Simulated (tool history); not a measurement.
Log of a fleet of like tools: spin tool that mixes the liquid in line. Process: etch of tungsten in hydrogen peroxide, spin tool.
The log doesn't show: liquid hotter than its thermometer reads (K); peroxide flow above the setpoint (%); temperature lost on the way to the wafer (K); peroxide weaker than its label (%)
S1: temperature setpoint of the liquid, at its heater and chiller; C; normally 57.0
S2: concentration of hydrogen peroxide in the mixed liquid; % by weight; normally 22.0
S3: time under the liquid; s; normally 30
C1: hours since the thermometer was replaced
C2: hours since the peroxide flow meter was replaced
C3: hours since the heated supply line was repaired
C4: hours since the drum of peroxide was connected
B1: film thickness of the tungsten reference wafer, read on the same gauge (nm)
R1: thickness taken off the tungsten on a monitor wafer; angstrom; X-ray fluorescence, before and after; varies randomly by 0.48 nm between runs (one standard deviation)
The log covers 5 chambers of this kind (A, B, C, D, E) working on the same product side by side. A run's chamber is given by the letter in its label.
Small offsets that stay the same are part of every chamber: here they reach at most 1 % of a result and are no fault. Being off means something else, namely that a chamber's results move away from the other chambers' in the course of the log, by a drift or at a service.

run   hour    S1    S2  S3      C1      C2      C3     C4      B1      R1
 1E    5.2  57.0  22.0  30   559.5  1162.5  1171.8  342.3  60.007  691.52
 2C   10.6  57.0  22.0  30   178.9   308.2   293.2  468.3  59.999  702.49
 3B   13.5  57.0  22.0  30   466.2  1502.4   825.1  938.4  59.985  693.33
 4D   16.9  57.0  22.0  30  1217.3   681.0   120.8  909.2  59.985  694.43
 5A   22.0  57.0  22.0  30   745.9   297.1   548.9  176.2  59.997  698.09
 6E   28.0  57.0  22.0  30   582.3  1185.3  1194.6  365.1  60.013  698.03
 7A   31.5  57.0  22.0  30   755.4   306.6   558.4  185.7  60.018  701.11
 8C   34.8  57.0  22.0  30   203.1   332.4   317.4  492.5  59.990  699.49
 9B   37.7  57.0  15.5  30   490.4  1526.6   849.3  962.6  59.998  590.53
10D   44.0  57.0  15.5  30  1244.4   708.1   147.9  936.3  59.985  574.13
11E   47.4  57.0  15.5  30   601.7  1204.7  1214.0  384.5  60.003  581.71
12B   52.1  57.0  15.5  30   504.8  1541.0   863.7  977.0  60.007  578.55
13A   55.1  57.0  15.5  30   779.0   330.2   582.0  209.3  60.015  583.65
14C   58.2  57.0  22.0  30   226.5   355.8   340.8  515.9  59.977  696.10
      60.2  -- chamber C: peroxide flow meter replaced
      62.3  -- chamber E: new drum of peroxide connected
15D   63.6  57.0  22.0  30  1264.0   727.7   167.5  955.9  60.013  692.87
16A   66.8  57.0  22.0  30   790.7   341.9   593.7  221.0  59.994  705.85
      69.5  -- chamber D: new drum of peroxide connected
17E   69.9  57.0  22.0  30   624.2  1227.2  1236.5    7.6  59.998  685.64
18D   75.7  57.0  24.0  20  1276.1   739.8   179.6    6.2  60.012  475.90
      78.8  -- chamber B: new drum of peroxide connected
19C   79.2  57.0  24.0  20   247.5    19.0   361.8  536.9  59.988  481.82
20B   82.0  57.0  24.0  20   534.7  1570.9   893.6    3.3  60.001  484.38
21B   85.6  57.0  24.0  20   538.3  1574.5   897.2    6.9  59.994  482.86
22D   91.1  57.0  24.0  20  1291.5   755.2   195.0   21.6  59.997  475.51
23C   95.5  57.0  22.0  30   263.8    35.3   378.1  553.2  60.030  691.07
24A   98.9  57.0  22.0  30   822.8   374.0   625.8  253.1  59.996  693.44
25E  105.0  57.0  22.0  30   659.3  1262.3  1271.6   42.7  60.011  668.23
26B  108.3  57.0  22.0  30   561.0  1597.2   919.9   29.6  59.997  687.69
27E  112.3  57.0  22.0  30   666.6  1269.6  1278.9   50.0  60.023  675.45
28A  115.6  57.0  22.0  30   839.5   390.7   642.5  269.8  60.002  704.49
29D  121.3  57.0  22.0  30  1321.7   785.4   225.2   51.8  59.996  682.95
30C  127.4  57.0  22.0  30   295.7    67.2   410.0  585.1  59.987  696.37
31C  131.2  57.0  22.0  30   299.5    71.0   413.8  588.9  59.986  687.35
32D  137.0  51.5  22.0  50  1337.4   801.1   240.9   67.5  59.990  830.08
33E  141.4  51.5  22.0  50   695.7  1298.7  1308.0   79.1  60.021  785.41
34B  146.5  51.5  22.0  50   599.2  1635.4   958.1   67.8  59.983  830.20
35A  150.1  51.5  22.0  50   874.0   425.2   677.0  304.3  60.010  833.05
36C  152.9  51.5  22.0  50   321.2    92.7   435.5  610.6  59.997  837.74
37E  157.1  57.0  22.0  30   711.4  1314.4  1323.7   94.8  60.004  643.82
38B  161.1  57.0  16.0  15   613.8  1650.0   972.7   82.4  60.008  294.96
39A  165.4  57.0  16.0  15   889.3   440.5   692.3  319.6  59.995  296.38

Decide between three cases: one chamber stands off from its peers, the gauge reading all wafers drifts, or nothing is wrong past each chamber's small offset. Where a chamber is off, say which and what most likely put it there.

It is chamber E that slowly wanders off from its peers.
What lies behind it: temperature lost on the way to the wafer (K) = 1.46.
Not necessarily distinguishable in this log from: liquid colder than its thermometer reads (K).

Below are 4 candidate recipes for chamber E's next run, each the usual settings with a change, their results shown as question marks. Which of them brings E's results back in line with what the other chambers give on the usual settings?
Counts as in line when no further than this from what the other chambers average on the usual settings: R1 17.00 angstrom
40E-1  169.9  57.0  28.5  30                       ?
40E-2  169.9  58.5  22.0  30                       ?
40E-3  169.9  55.0  21.5  30                       ?
40E-4  169.9  55.5  22.0  30                       ?

Mean of the other chambers on the usual settings: R1 692.87 angstrom
  run      R1
40E-1  728.88
40E-2  699.23
40E-3  563.66
40E-4  587.05
40E-2 puts the chamber back in line with the other chambers.
